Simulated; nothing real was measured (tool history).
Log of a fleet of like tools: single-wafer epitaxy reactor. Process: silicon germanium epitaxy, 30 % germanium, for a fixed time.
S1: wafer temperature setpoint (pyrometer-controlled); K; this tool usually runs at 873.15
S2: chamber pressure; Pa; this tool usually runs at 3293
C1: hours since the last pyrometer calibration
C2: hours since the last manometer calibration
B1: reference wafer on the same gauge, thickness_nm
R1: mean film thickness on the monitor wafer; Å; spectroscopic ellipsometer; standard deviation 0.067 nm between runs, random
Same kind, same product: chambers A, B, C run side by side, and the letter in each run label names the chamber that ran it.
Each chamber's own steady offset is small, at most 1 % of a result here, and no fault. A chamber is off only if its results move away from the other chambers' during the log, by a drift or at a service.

run 1C day=0.292 | S1=873.15 S2=3293 | C1=881.6 C2=964 | B1=62.494 | R1=637.76
run 2B day=0.679 | S1=873.15 S2=3293 | C1=1928.4 C2=916.6 | B1=62.499 | R1=645.46
run 3A day=1.042 | S1=873.15 S2=3293 | C1=2554.4 C2=2169.5 | B1=62.477 | R1=642.04
run 4B day=1.317 | S1=873.15 S2=3293 | C1=1943.7 C2=931.9 | B1=62.448 | R1=643.98
run 5C day=1.583 | S1=873.15 S2=3293 | C1=912.6 C2=995 | B1=62.468 | R1=636.74
-- day=1.983 chamber A: pyrometer calibrated
run 6A day=2.017 | S1=873.15 S2=3293 | C1=0.8 C2=2192.9 | B1=62.446 | R1=641.86
run 7C day=2.342 | S1=885.15 S2=3053 | C1=930.8 C2=1013.2 | B1=62.442 | R1=765.85
run 8B day=2.708 | S1=885.15 S2=3053 | C1=1977.1 C2=965.3 | B1=62.439 | R1=777.53
run 9A day=3.112 | S1=885.15 S2=3053 | C1=27.1 C2=2219.2 | B1=62.426 | R1=773.9
run 10B day=3.346 | S1=873.15 S2=3293 | C1=1992.4 C2=980.6 | B1=62.427 | R1=645.01
run 11A day=3.617 | S1=873.15 S2=3293 | C1=39.2 C2=2231.3 | B1=62.414 | R1=641.61
run 12C day=3.946 | S1=873.15 S2=3293 | C1=969.3 C2=1051.7 | B1=62.421 | R1=636.87
run 13C day=4.354 | S1=873.15 S2=3293 | C1=979.1 C2=1061.5 | B1=62.417 | R1=637.1
run 14A day=4.733 | S1=873.15 S2=3293 | C1=66 C2=2258.1 | B1=62.393 | R1=640.63
run 15B day=5.012 | S1=873.15 S2=3293 | C1=2032.4 C2=1020.6 | B1=62.4 | R1=643.87
run 16B day=5.292 | S1=873.15 S2=3293 | C1=2039.1 C2=1027.3 | B1=62.387 | R1=644.87
run 17A day=5.521 | S1=873.15 S2=3293 | C1=84.9 C2=2277 | B1=62.39 | R1=641.11
run 18C day=5.883 | S1=873.15 S2=3293 | C1=1015.8 C2=1098.2 | B1=62.388 | R1=635.98
run 19C day=6.308 | S1=873.15 S2=3293 | C1=1026 C2=1108.4 | B1=62.363 | R1=636.56
run 20A day=6.542 | S1=873.15 S2=3293 | C1=109.4 C2=2301.5 | B1=62.347 | R1=640.63
run 21B day=6.975 | S1=873.15 S2=3293 | C1=2079.5 C2=1067.7 | B1=62.341 | R1=642.62
run 22B day=7.329 | S1=873.15 S2=3293 | C1=2088 C2=1076.2 | B1=62.333 | R1=643.89
-- day=7.392 chamber C: pyrometer calibrated
run 23A day=7.762 | S1=873.15 S2=3293 | C1=138.7 C2=2330.8 | B1=62.326 | R1=640.55
-- day=7.812 chamber A: capacitance manometer re-zeroed and calibrated
run 24C day=8.054 | S1=873.15 S2=3293 | C1=15.9 C2=1150.3 | B1=62.324 | R1=634.82
run 25A day=8.421 | S1=873.15 S2=3293 | C1=154.5 C2=14.6 | B1=62.312 | R1=641.25
run 26B day=8.738 | S1=873.15 S2=3293 | C1=2121.8 C2=1110 | B1=62.311 | R1=642.55
run 27C day=9.042 | S1=873.15 S2=3293 | C1=39.6 C2=1174 | B1=62.306 | R1=636.13
run 28A day=9.246 | S1=873.15 S2=3293 | C1=174.3 C2=34.4 | B1=62.305 | R1=640.43
run 29B day=9.496 | S1=873.15 S2=3293 | C1=2140 C2=1128.2 | B1=62.304 | R1=643.38
run 30C day=9.846 | S1=873.15 S2=3293 | C1=58.9 C2=1193.3 | B1=62.302 | R1=636.02
run 31A day=10.233 | S1=873.15 S2=3293 | C1=198 C2=58.1 | B1=62.259 | R1=640
run 32B day=10.583 | S1=873.15 S2=3293 | C1=2166.1 C2=1154.3 | B1=62.278 | R1=642.33
run 33C day=10.946 | S1=873.15 S2=3293 | C1=85.3 C2=1219.7 | B1=62.261 | R1=634.77
run 34C day=11.312 | S1=873.15 S2=3293 | C1=94.1 C2=1228.5 | B1=62.264 | R1=634.6
run 35A day=11.725 | S1=873.15 S2=3293 | C1=233.8 C2=93.9 | B1=62.268 | R1=640.19
run 36B day=12.1 | S1=862.15 S2=2520 | C1=2202.5 C2=1190.7 | B1=62.242 | R1=470.58

Each of the 3 chambers runs these same settings next. Fill in every chamber's results:
run 37A day=12.408 | S1=866.15 S2=3293 | R1=?
run 37B day=12.408 | S1=866.15 S2=3293 | R1=?
run 37C day=12.408 | S1=866.15 S2=3293 | R1=?

run=37A R1=561.38
run=37B R1=563.28
run=37C R1=557.77

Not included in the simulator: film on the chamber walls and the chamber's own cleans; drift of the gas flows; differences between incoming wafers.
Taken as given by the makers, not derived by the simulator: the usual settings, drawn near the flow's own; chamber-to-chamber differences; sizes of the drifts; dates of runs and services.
